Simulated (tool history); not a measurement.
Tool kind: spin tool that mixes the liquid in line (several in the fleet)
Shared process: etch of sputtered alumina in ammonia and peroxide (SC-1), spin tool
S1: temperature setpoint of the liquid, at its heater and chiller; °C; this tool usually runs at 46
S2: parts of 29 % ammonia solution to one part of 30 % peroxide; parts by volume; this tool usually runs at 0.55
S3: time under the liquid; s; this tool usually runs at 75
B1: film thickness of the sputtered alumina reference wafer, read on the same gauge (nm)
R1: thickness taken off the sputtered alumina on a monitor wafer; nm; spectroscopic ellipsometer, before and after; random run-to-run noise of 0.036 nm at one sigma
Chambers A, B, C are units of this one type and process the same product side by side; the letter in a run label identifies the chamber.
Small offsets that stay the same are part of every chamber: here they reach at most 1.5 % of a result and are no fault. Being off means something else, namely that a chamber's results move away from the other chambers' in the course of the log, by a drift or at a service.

Run 1B, hour 11.6: usual settings; B1 49.988. Result: R1 4.5561 nm.
Run 2A, hour 18.9: usual settings; B1 49.987. Result: R1 4.5342 nm.
Run 3C, hour 30.3: usual settings; B1 50.005. Result: R1 4.5687 nm.
At hour 36.2: chamber C: new drum of ammonia solution connected.
Run 4A, hour 42: usual settings; B1 49.999. Result: R1 4.5576 nm.
Run 5C, hour 53.8: usual settings; B1 50.001. Result: R1 4.5602 nm.
Run 6B, hour 64.8: usual settings; B1 50.022. Result: R1 4.5998 nm.
Run 7B, hour 71.5: usual settings; B1 49.991. Result: R1 4.5044 nm.
Run 8A, hour 81.8: usual settings but S2 0.4 parts by volume, S3 55 s; B1 49.998. Result: R1 3.2455 nm.
Run 9C, hour 87.9: usual settings but S2 0.4 parts by volume, S3 55 s; B1 50.017. Result: R1 3.1948 nm.
Run 10C, hour 96.6: usual settings but S2 0.4 parts by volume, S3 55 s; B1 50.007. Result: R1 3.1923 nm.
Run 11B, hour 108.6: usual settings; B1 50.002. Result: R1 4.5015 nm.
Run 12A, hour 114.5: usual settings; B1 49.983. Result: R1 4.6571 nm.
Run 13B, hour 126.3: usual settings; B1 50.015. Result: R1 4.4716 nm.
Run 14C, hour 138.2: usual settings; B1 50.003. Result: R1 4.471 nm.
Run 15A, hour 145.3: usual settings but S2 0.8 parts by volume, S3 95 s; B1 49.99. Result: R1 6.0516 nm.
Run 16A, hour 155.7: usual settings but S2 0.8 parts by volume, S3 95 s; B1 50.002. Result: R1 6.0349 nm.
Run 17B, hour 161.2: usual settings but S2 0.8 parts by volume, S3 95 s; B1 50.003. Result: R1 5.873 nm.
At hour 163.6: chamber A: thermometer replaced.
Run 18C, hour 168.9: usual settings; B1 49.999. Result: R1 4.4932 nm.
Run 19C, hour 180: usual settings; B1 49.999. Result: R1 4.4959 nm.
Run 20B, hour 190.5: usual settings but S3 45 s; B1 50.007. Result: R1 2.7221 nm.
Run 21A, hour 201.8: usual settings but S3 45 s; B1 50.003. Result: R1 2.7961 nm.
Run 22C, hour 207.5: usual settings but S3 45 s; B1 50.006. Result: R1 2.6873 nm.
Run 23B, hour 217.1: usual settings; B1 49.997. Result: R1 4.4819 nm.
Run 24A, hour 222.5: usual settings; B1 50. Result: R1 4.5748 nm.
Run 25C, hour 229.8: usual settings; B1 50.004. Result: R1 4.4755 nm.
Run 26A, hour 241.4: usual settings; B1 49.988. Result: R1 4.5985 nm.
Run 27B, hour 249.8: usual settings but S1 55 °C, S2 0.7 parts by volume; B1 50.007. Result: R1 7.6335 nm.
Run 28B, hour 259.5: usual settings but S1 55 °C, S2 0.7 parts by volume; B1 49.997. Result: R1 7.596 nm.
Run 29C, hour 268.5: usual settings but S1 55 °C, S2 0.7 parts by volume; B1 50.009. Result: R1 7.4494 nm.
Run 30A, hour 277.6: usual settings; B1 50.019. Result: R1 4.5307 nm.
Run 31B, hour 284.8: usual settings; B1 50. Result: R1 4.4925 nm.
Run 32C, hour 292: usual settings but S1 38 °C; B1 50.006. Result: R1 2.7857 nm.
Run 33A, hour 301.6: usual settings but S1 38 °C; B1 49.998. Result: R1 2.8459 nm.
Run 34B, hour 312.8: usual settings but S1 38 °C; B1 50.013. Result: R1 2.8411 nm.
Run 35C, hour 318.5: usual settings but S2 0.75 parts by volume, S3 35 s; B1 49.984. Result: R1 2.0997 nm.
Run 36A, hour 327.1: usual settings but S2 0.75 parts by volume, S3 35 s; B1 49.971. Result: R1 2.2253 nm.
Run 37A, hour 338.5: usual settings but S2 0.75 parts by volume, S3 35 s; B1 49.988. Result: R1 2.1992 nm.
Run 38C, hour 349.7: usual settings; B1 50.003. Result: R1 4.3951 nm.

Next, every chamber runs the same settings. What will each give?
Run 39A, hour 358.6: usual settings. Result: R1 ?.
Run 39B, hour 358.6: usual settings. Result: R1 ?.
Run 39C, hour 358.6: usual settings. Result: R1 ?.

run      R1
39A   4.606
39B  4.5461
39C  4.3761
